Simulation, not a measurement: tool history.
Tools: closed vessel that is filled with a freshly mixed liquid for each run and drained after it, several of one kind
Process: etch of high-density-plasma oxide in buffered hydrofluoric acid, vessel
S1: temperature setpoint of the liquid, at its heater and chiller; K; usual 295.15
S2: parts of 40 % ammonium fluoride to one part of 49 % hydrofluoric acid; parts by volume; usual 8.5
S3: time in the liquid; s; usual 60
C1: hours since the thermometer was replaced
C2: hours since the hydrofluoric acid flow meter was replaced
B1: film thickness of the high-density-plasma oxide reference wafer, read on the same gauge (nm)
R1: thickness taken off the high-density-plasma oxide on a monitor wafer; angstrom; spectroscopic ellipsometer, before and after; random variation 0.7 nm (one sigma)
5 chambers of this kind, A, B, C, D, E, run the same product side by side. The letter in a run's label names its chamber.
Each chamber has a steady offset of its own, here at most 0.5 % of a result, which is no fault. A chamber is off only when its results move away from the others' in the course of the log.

run,hour,S1,S2,S3,C1,C2,B1,R1
1C,10.9,295.15,8.5,60,426.9,1867.6,119.99,816.34
2B,21.0,295.15,8.5,60,303.5,292.9,119.99,832.79
3E,32.3,295.15,8.5,60,151.4,944.5,120.01,815.55
4A,46.2,295.15,8.5,60,685.3,540.0,120.00,850.98
5D,61.9,295.15,8.5,60,183.3,580.1,119.98,839.12
# hour 73.5: chamber C: hydrofluoric acid flow meter replaced
6C,74.8,290.65,8.5,75,490.8,1.4,120.03,816.46
7E,88.1,290.65,8.5,75,207.2,1000.3,119.99,805.36
8B,98.1,290.65,8.5,75,380.6,370.0,120.00,813.82
9A,107.9,290.65,8.5,75,747.0,601.7,119.99,811.59
10D,119.0,290.65,8.5,75,240.4,637.2,120.02,816.68
11A,127.9,295.15,8.5,60,767.0,621.7,120.01,833.79
12D,141.0,295.15,8.5,60,262.4,659.2,119.96,835.95
13B,150.8,295.15,8.5,60,433.3,422.7,120.02,826.58
14E,157.6,295.15,8.5,60,276.7,1069.8,119.99,813.23
15C,166.9,295.15,8.5,60,582.9,93.5,120.00,842.04
16E,176.3,295.15,8.5,60,295.4,1088.5,120.02,824.55
17B,189.2,295.15,8.5,60,471.7,461.1,119.99,830.33
18D,196.5,295.15,8.5,60,317.9,714.7,120.01,828.24
19A,205.2,295.15,8.5,60,844.3,699.0,119.99,823.60
20C,218.3,295.15,8.5,60,634.3,144.9,119.99,831.67
21C,229.7,295.15,8.5,60,645.7,156.3,119.99,821.69
22A,239.6,295.15,8.5,60,878.7,733.4,120.01,830.61
23D,246.4,295.15,8.5,60,367.8,764.6,120.03,833.53
24B,254.0,295.15,8.5,60,536.5,525.9,120.01,830.38
25E,262.4,299.15,6.5,60,381.5,1174.6,119.97,1293.00
26B,269.5,299.15,6.5,60,552.0,541.4,119.99,1365.00
27C,280.9,299.15,6.5,60,696.9,207.5,120.00,1366.90
28A,292.6,299.15,6.5,60,931.7,786.4,120.00,1342.60
29E,302.9,299.15,6.5,60,422.0,1215.1,120.02,1320.70
30D,314.7,295.15,8.5,60,436.1,832.9,120.01,833.78
31B,323.0,295.15,8.5,60,605.5,594.9,120.01,838.50
# hour 329.2: chamber C: thermometer replaced
32E,335.6,299.15,11.0,60,454.7,1247.8,120.00,795.71
33D,346.1,299.15,11.0,60,467.5,864.3,120.01,834.01
34C,355.7,299.15,11.0,60,26.5,282.3,120.00,829.05
35A,367.8,299.15,11.0,60,1006.9,861.6,120.00,821.52
36D,378.0,299.15,11.0,60,499.4,896.2,120.00,836.08
# hour 383.6: chamber E: thermometer replaced
37B,389.0,295.15,8.5,60,671.5,660.9,119.99,836.08
38A,402.9,295.15,8.5,60,1042.0,896.7,120.00,847.77
39C,417.5,295.15,8.5,70,88.3,344.1,120.01,961.68
40E,425.1,295.15,8.5,70,41.6,1337.3,120.00,915.29
41B,433.3,295.15,8.5,70,715.8,705.2,119.99,966.69
42E,448.1,295.15,8.5,70,64.6,1360.3,119.98,901.05

What goes on in this fleet: one chamber off, a drifting gauge, or nothing beyond the chambers' own small offsets? Name the chamber and the cause, if any.

Chamber E drifts away from the others.
Cause: hydrofluoric acid flow below the setpoint (%) = 6.55.

Here are 4 candidates for chamber E's next run, each the usual settings with a change, their results left as question marks. Which one brings its results back in line with what the others give on the usual settings?
In line means no further than this from the other chambers' mean on the usual settings: R1 24.00 angstrom
43E-1,459.3,295.15,8.5,70,,,,?
43E-2,459.3,293.65,9.5,60,,,,?
43E-3,459.3,295.15,8.0,60,,,,?
43E-4,459.3,294.65,9.0,60,,,,?

The other chambers' mean on the usual settings: R1 834.57 angstrom
run,R1
43E-1,905.29
43E-2,662.42
43E-3,824.76
43E-4,728.19
43E-3 brings the chamber back in line.
